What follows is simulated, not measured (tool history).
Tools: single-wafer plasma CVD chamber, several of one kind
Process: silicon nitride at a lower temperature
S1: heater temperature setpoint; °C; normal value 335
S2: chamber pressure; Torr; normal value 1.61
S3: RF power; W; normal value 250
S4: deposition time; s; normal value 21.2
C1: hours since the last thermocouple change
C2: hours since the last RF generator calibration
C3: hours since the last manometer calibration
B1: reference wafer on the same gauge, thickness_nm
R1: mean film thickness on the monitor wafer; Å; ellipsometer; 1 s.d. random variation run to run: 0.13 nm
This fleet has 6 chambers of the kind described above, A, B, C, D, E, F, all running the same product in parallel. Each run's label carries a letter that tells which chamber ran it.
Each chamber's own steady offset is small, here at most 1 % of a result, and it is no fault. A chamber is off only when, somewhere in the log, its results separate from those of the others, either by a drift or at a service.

Run 1E, day 0.192: usual settings; C1 297.7; C2 4.8; C3 786.5; B1 18.597. Result: R1 222.48 Å.
Run 2B, day 0.408: usual settings; C1 1271.0; C2 1158.6; C3 710.3; B1 18.640. Result: R1 220.62 Å.
Run 3F, day 0.646: usual settings; C1 266.4; C2 2047.9; C3 1738.6; B1 18.574. Result: R1 221.38 Å.
Run 4D, day 0.838: usual settings; C1 574.3; C2 233.7; C3 2216.7; B1 18.600. Result: R1 220.95 Å.
Run 5C, day 1.046: usual settings; C1 524.2; C2 726.0; C3 840.6; B1 18.602. Result: R1 222.23 Å.
Run 6A, day 1.338: usual settings but S2 1.83 Torr, S4 17.9 s; C1 1594.2; C2 524.4; C3 469.3; B1 18.589. Result: R1 193.89 Å.
Run 7D, day 1.658: usual settings but S2 1.83 Torr, S4 17.9 s; C1 594.0; C2 253.4; C3 2236.4; B1 18.607. Result: R1 194.17 Å.
Run 8B, day 1.888: usual settings but S2 1.83 Torr, S4 17.9 s; C1 1306.5; C2 1194.1; C3 745.8; B1 18.605. Result: R1 194.85 Å.
Run 9F, day 2.067: usual settings but S2 1.83 Torr, S4 17.9 s; C1 300.5; C2 2082.0; C3 1772.7; B1 18.615. Result: R1 194.26 Å.
Run 10E, day 2.388: usual settings but S2 1.83 Torr, S4 17.9 s; C1 350.4; C2 57.5; C3 839.2; B1 18.600. Result: R1 193.97 Å.
Run 11A, day 2.608: usual settings but S2 1.83 Torr, S4 17.9 s; C1 1624.7; C2 554.9; C3 499.8; B1 18.588. Result: R1 192.81 Å.
Run 12C, day 2.812: usual settings but S3 225 W; C1 566.6; C2 768.4; C3 883.0; B1 18.625. Result: R1 208.68 Å.
Run 13B, day 3.058: usual settings but S3 225 W; C1 1334.6; C2 1222.2; C3 773.9; B1 18.599. Result: R1 207.59 Å.
Run 14F, day 3.233: usual settings but S3 225 W; C1 328.5; C2 2110.0; C3 1800.7; B1 18.588. Result: R1 206.69 Å.
Run 15E, day 3.538: usual settings but S3 225 W; C1 378.0; C2 85.1; C3 866.8; B1 18.631. Result: R1 203.41 Å.
Run 16D, day 3.762: usual settings but S3 225 W; C1 644.5; C2 303.9; C3 2286.9; B1 18.597. Result: R1 206.62 Å.
Run 17A, day 3.983: usual settings but S3 225 W; C1 1657.7; C2 587.9; C3 532.8; B1 18.599. Result: R1 205.79 Å.
Run 18C, day 4.138: usual settings; C1 598.4; C2 800.2; C3 914.8; B1 18.591. Result: R1 221.28 Å.
Run 19F, day 4.333: usual settings; C1 354.9; C2 2136.4; C3 1827.1; B1 18.605. Result: R1 220.09 Å.
Run 20C, day 4.617: usual settings but S2 1.38 Torr; C1 609.9; C2 811.7; C3 926.3; B1 18.597. Result: R1 214.53 Å.
Run 21B, day 4.812: usual settings but S2 1.38 Torr; C1 1376.7; C2 1264.3; C3 816.0; B1 18.601. Result: R1 213.81 Å.
Run 22E, day 5.033: usual settings but S2 1.38 Torr; C1 413.9; C2 121.0; C3 902.7; B1 18.628. Result: R1 210.69 Å.
Run 23D, day 5.175: usual settings but S2 1.38 Torr; C1 678.4; C2 337.8; C3 2320.8; B1 18.624. Result: R1 215.07 Å.
Run 24A, day 5.392: usual settings but S2 1.38 Torr; C1 1691.5; C2 621.7; C3 566.6; B1 18.621. Result: R1 211.39 Å.
Run 25D, day 5.633: usual settings but S2 1.38 Torr; C1 689.4; C2 348.8; C3 2331.8; B1 18.584. Result: R1 214.06 Å.
Run 26E, day 5.917: usual settings; C1 435.1; C2 142.2; C3 923.9; B1 18.627. Result: R1 221.22 Å.
Run 27A, day 6.133: usual settings; C1 1709.3; C2 639.5; C3 584.4; B1 18.593. Result: R1 222.92 Å.
Run 28F, day 6.404: usual settings; C1 404.6; C2 2186.1; C3 1876.8; B1 18.596. Result: R1 222.88 Å.
Run 29C, day 6.617: usual settings; C1 657.9; C2 859.7; C3 974.3; B1 18.613. Result: R1 221.67 Å.
Run 30B, day 6.942: usual settings but S2 1.89 Torr; C1 1427.8; C2 1315.4; C3 867.1; B1 18.607. Result: R1 233.90 Å.
Run 31F, day 7.088: usual settings but S2 1.89 Torr; C1 421.0; C2 2202.5; C3 1893.2; B1 18.585. Result: R1 230.73 Å.
At day 7.296: chamber F: capacitance manometer re-zeroed and calibrated.
Run 32B, day 7.329: usual settings but S2 1.89 Torr; C1 1437.1; C2 1324.7; C3 876.4; B1 18.602. Result: R1 232.28 Å.
Run 33A, day 7.521: usual settings but S2 1.89 Torr; C1 1742.6; C2 672.8; C3 617.7; B1 18.588. Result: R1 232.85 Å.
Run 34C, day 7.854: usual settings but S2 1.89 Torr; C1 687.6; C2 889.4; C3 1004.0; B1 18.610. Result: R1 232.00 Å.
At day 7.954: chamber B: thermocouple changed; heater temperature recalibrated.
Run 35E, day 8.050: usual settings but S2 1.89 Torr; C1 486.3; C2 193.4; C3 975.1; B1 18.632. Result: R1 230.49 Å.
Run 36D, day 8.204: usual settings but S1 344 °C, S4 18.5 s; C1 751.1; C2 410.5; C3 2393.5; B1 18.588. Result: R1 193.33 Å.
Run 37B, day 8.525: usual settings but S1 344 °C, S4 18.5 s; C1 13.7; C2 1353.4; C3 905.1; B1 18.595. Result: R1 192.56 Å.
Run 38A, day 8.754: usual settings but S1 344 °C, S4 18.5 s; C1 1772.2; C2 702.4; C3 647.3; B1 18.605. Result: R1 190.56 Å.
Run 39F, day 9.042: usual settings but S1 344 °C, S4 18.5 s; C1 467.9; C2 2249.4; C3 41.9; B1 18.571. Result: R1 189.63 Å.
Run 40E, day 9.279: usual settings but S1 344 °C, S4 18.5 s; C1 515.8; C2 222.9; C3 1004.6; B1 18.600. Result: R1 191.55 Å.
Run 41D, day 9.562: usual settings but S1 344 °C, S4 18.5 s; C1 783.7; C2 443.1; C3 2426.1; B1 18.616. Result: R1 193.36 Å.

All chambers now run identical settings, listed one chamber a line with results as question marks. What results will each chamber show?
Run 42A, day 9.800: usual settings but S1 323 °C. Result: R1 ?.
Run 42B, day 9.800: usual settings but S1 323 °C. Result: R1 ?.
Run 42C, day 9.800: usual settings but S1 323 °C. Result: R1 ?.
Run 42D, day 9.800: usual settings but S1 323 °C. Result: R1 ?.
Run 42E, day 9.800: usual settings but S1 323 °C. Result: R1 ?.
Run 42F, day 9.800: usual settings but S1 323 °C. Result: R1 ?.

run      R1
42A  225.43
42B  222.58
42C  223.69
42D  224.12
42E  225.00
42F  225.12
